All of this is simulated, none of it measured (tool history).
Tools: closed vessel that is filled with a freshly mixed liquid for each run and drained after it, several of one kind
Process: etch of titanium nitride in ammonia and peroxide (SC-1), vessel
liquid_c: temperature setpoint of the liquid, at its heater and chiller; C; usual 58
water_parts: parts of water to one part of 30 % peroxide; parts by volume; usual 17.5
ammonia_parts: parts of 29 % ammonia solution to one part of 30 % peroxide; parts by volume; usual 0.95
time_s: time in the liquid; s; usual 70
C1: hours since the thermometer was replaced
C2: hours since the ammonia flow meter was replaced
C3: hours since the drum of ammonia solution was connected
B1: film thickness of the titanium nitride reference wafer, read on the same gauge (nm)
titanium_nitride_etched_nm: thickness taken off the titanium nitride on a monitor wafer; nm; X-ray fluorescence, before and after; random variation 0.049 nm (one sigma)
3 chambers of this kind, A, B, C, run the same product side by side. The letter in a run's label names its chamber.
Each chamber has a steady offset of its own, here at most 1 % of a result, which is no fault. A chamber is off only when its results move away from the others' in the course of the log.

Run 1C, hour 9.5: usual settings; C1 1288.2; C2 187.9; C3 241.7; B1 59.957. Result: titanium_nitride_etched_nm 11.284 nm.
Run 2B, hour 22.9: usual settings; C1 905.4; C2 698.1; C3 78.9; B1 59.956. Result: titanium_nitride_etched_nm 11.388 nm.
Run 3A, hour 31.9: usual settings; C1 220.9; C2 1771.8; C3 211.6; B1 60.003. Result: titanium_nitride_etched_nm 11.280 nm.
Run 4B, hour 46.7: usual settings; C1 929.2; C2 721.9; C3 102.7; B1 59.990. Result: titanium_nitride_etched_nm 11.285 nm.
Run 5A, hour 60.6: usual settings; C1 249.6; C2 1800.5; C3 240.3; B1 60.018. Result: titanium_nitride_etched_nm 11.353 nm.
Run 6C, hour 68.9: usual settings; C1 1347.6; C2 247.3; C3 301.1; B1 59.977. Result: titanium_nitride_etched_nm 11.402 nm.
Run 7A, hour 83.2: usual settings but liquid_c 61 C, ammonia_parts 0.55 parts by volume; C1 272.2; C2 1823.1; C3 262.9; B1 59.976. Result: titanium_nitride_etched_nm 12.371 nm.
At hour 83.3: chamber C: new drum of ammonia solution connected.
Run 8B, hour 93.5: usual settings but liquid_c 61 C, ammonia_parts 0.55 parts by volume; C1 976.0; C2 768.7; C3 149.5; B1 60.008. Result: titanium_nitride_etched_nm 12.604 nm.
Run 9C, hour 102.9: usual settings but liquid_c 61 C, ammonia_parts 0.55 parts by volume; C1 1381.6; C2 281.3; C3 19.6; B1 59.986. Result: titanium_nitride_etched_nm 12.526 nm.
Run 10A, hour 111.3: usual settings; C1 300.3; C2 1851.2; C3 291.0; B1 59.979. Result: titanium_nitride_etched_nm 11.306 nm.
Run 11B, hour 120.8: usual settings; C1 1003.3; C2 796.0; C3 176.8; B1 59.989. Result: titanium_nitride_etched_nm 11.360 nm.
Run 12C, hour 128.8: usual settings; C1 1407.5; C2 307.2; C3 45.5; B1 59.992. Result: titanium_nitride_etched_nm 11.362 nm.
Run 13C, hour 141.5: usual settings; C1 1420.2; C2 319.9; C3 58.2; B1 59.999. Result: titanium_nitride_etched_nm 11.422 nm.
Run 14A, hour 153.5: usual settings but water_parts 25.0 parts by volume, time_s 95 s; C1 342.5; C2 1893.4; C3 333.2; B1 60.003. Result: titanium_nitride_etched_nm 12.581 nm.
Run 15B, hour 163.6: usual settings but water_parts 25.0 parts by volume, time_s 95 s; C1 1046.1; C2 838.8; C3 219.6; B1 60.017. Result: titanium_nitride_etched_nm 12.854 nm.
Run 16C, hour 174.3: usual settings but water_parts 25.0 parts by volume, time_s 95 s; C1 1453.0; C2 352.7; C3 91.0; B1 59.976. Result: titanium_nitride_etched_nm 12.593 nm.
Run 17B, hour 183.7: usual settings; C1 1066.2; C2 858.9; C3 239.7; B1 60.000. Result: titanium_nitride_etched_nm 11.458 nm.
Run 18A, hour 192.5: usual settings; C1 381.5; C2 1932.4; C3 372.2; B1 60.042. Result: titanium_nitride_etched_nm 11.300 nm.
Run 19C, hour 201.8: usual settings; C1 1480.5; C2 380.2; C3 118.5; B1 59.998. Result: titanium_nitride_etched_nm 11.362 nm.
Run 20B, hour 214.7: usual settings; C1 1097.2; C2 889.9; C3 270.7; B1 60.003. Result: titanium_nitride_etched_nm 11.532 nm.
Run 21A, hour 229.5: usual settings; C1 418.5; C2 1969.4; C3 409.2; B1 59.974. Result: titanium_nitride_etched_nm 11.241 nm.
Run 22C, hour 237.0: usual settings; C1 1515.7; C2 415.4; C3 153.7; B1 60.030. Result: titanium_nitride_etched_nm 11.299 nm.
Run 23A, hour 250.4: usual settings but ammonia_parts 1.20 parts by volume, time_s 110 s; C1 439.4; C2 1990.3; C3 430.1; B1 60.031. Result: titanium_nitride_etched_nm 18.396 nm.
Run 24B, hour 258.6: usual settings but ammonia_parts 1.20 parts by volume, time_s 110 s; C1 1141.1; C2 933.8; C3 314.6; B1 59.992. Result: titanium_nitride_etched_nm 18.793 nm.
Run 25B, hour 272.2: usual settings but ammonia_parts 1.20 parts by volume, time_s 110 s; C1 1154.7; C2 947.4; C3 328.2; B1 60.013. Result: titanium_nitride_etched_nm 18.939 nm.
Run 26C, hour 284.9: usual settings; C1 1563.6; C2 463.3; C3 201.6; B1 60.002. Result: titanium_nitride_etched_nm 11.286 nm.
At hour 285.1: chamber A: ammonia flow meter replaced.
Run 27A, hour 293.0: usual settings; C1 482.0; C2 8.0; C3 472.7; B1 59.990. Result: titanium_nitride_etched_nm 11.312 nm.
Run 28C, hour 302.4: usual settings; C1 1581.1; C2 480.8; C3 219.1; B1 59.978. Result: titanium_nitride_etched_nm 11.297 nm.
At hour 315.4: chamber B: ammonia flow meter replaced.
Run 29B, hour 315.8: usual settings; C1 1198.3; C2 0.4; C3 371.8; B1 59.984. Result: titanium_nitride_etched_nm 11.641 nm.
Run 30A, hour 324.4: usual settings; C1 513.4; C2 39.4; C3 504.1; B1 59.996. Result: titanium_nitride_etched_nm 11.215 nm.
At hour 324.6: chamber B: new drum of ammonia solution connected.
Run 31B, hour 339.2: usual settings; C1 1221.7; C2 23.8; C3 14.7; B1 60.008. Result: titanium_nitride_etched_nm 11.754 nm.
Run 32C, hour 349.5: usual settings but ammonia_parts 0.80 parts by volume; C1 1628.2; C2 527.9; C3 266.2; B1 60.010. Result: titanium_nitride_etched_nm 10.951 nm.
Run 33A, hour 359.2: usual settings but ammonia_parts 0.80 parts by volume; C1 548.2; C2 74.2; C3 538.9; B1 59.989. Result: titanium_nitride_etched_nm 10.953 nm.
Run 34A, hour 373.4: usual settings but ammonia_parts 0.80 parts by volume; C1 562.4; C2 88.4; C3 553.1; B1 59.983. Result: titanium_nitride_etched_nm 10.923 nm.
Run 35C, hour 380.3: usual settings; C1 1659.0; C2 558.7; C3 297.0; B1 59.980. Result: titanium_nitride_etched_nm 11.360 nm.
Run 36B, hour 393.8: usual settings; C1 1276.3; C2 78.4; C3 69.3; B1 59.978. Result: titanium_nitride_etched_nm 11.871 nm.
Run 37B, hour 408.3: usual settings; C1 1290.8; C2 92.9; C3 83.8; B1 60.001. Result: titanium_nitride_etched_nm 11.813 nm.
Run 38C, hour 418.7: usual settings; C1 1697.4; C2 597.1; C3 335.4; B1 60.039. Result: titanium_nitride_etched_nm 11.252 nm.
Run 39A, hour 432.6: usual settings; C1 621.6; C2 147.6; C3 612.3; B1 59.998. Result: titanium_nitride_etched_nm 11.235 nm.

What goes on in this fleet: one chamber off, a drifting gauge, or nothing beyond the chambers' own small offsets? Name the chamber and the cause, if any.

Chamber B drifts away from the others.
Cause: liquid hotter than its thermometer reads (K) = 0.705.

Here are 4 candidates for chamber B's next run, each the usual settings with a change, their results left as question marks. Which one brings its results back in line with what the others give on the usual settings?
In line means no further than this from the other chambers' mean on the usual settings: titanium_nitride_etched_nm 0.170 nm
Run 40B-1, hour 443.2: usual settings but ammonia_parts 0.80 parts by volume. Result: titanium_nitride_etched_nm ?.
Run 40B-2, hour 443.2: usual settings but liquid_c 57.5 C, water_parts 18.0 parts by volume. Result: titanium_nitride_etched_nm ?.
Run 40B-3, hour 443.2: usual settings but ammonia_parts 1.10 parts by volume. Result: titanium_nitride_etched_nm ?.
Run 40B-4, hour 443.2: usual settings but liquid_c 58.5 C, water_parts 17.0 parts by volume. Result: titanium_nitride_etched_nm ?.

The other chambers' mean on the usual settings: titanium_nitride_etched_nm 11.302 nm
  run  titanium_nitride_etched_nm
40B-1                      11.580
40B-2                      11.358
40B-3                      12.222
40B-4                      12.518
40B-2 brings the chamber back in line.

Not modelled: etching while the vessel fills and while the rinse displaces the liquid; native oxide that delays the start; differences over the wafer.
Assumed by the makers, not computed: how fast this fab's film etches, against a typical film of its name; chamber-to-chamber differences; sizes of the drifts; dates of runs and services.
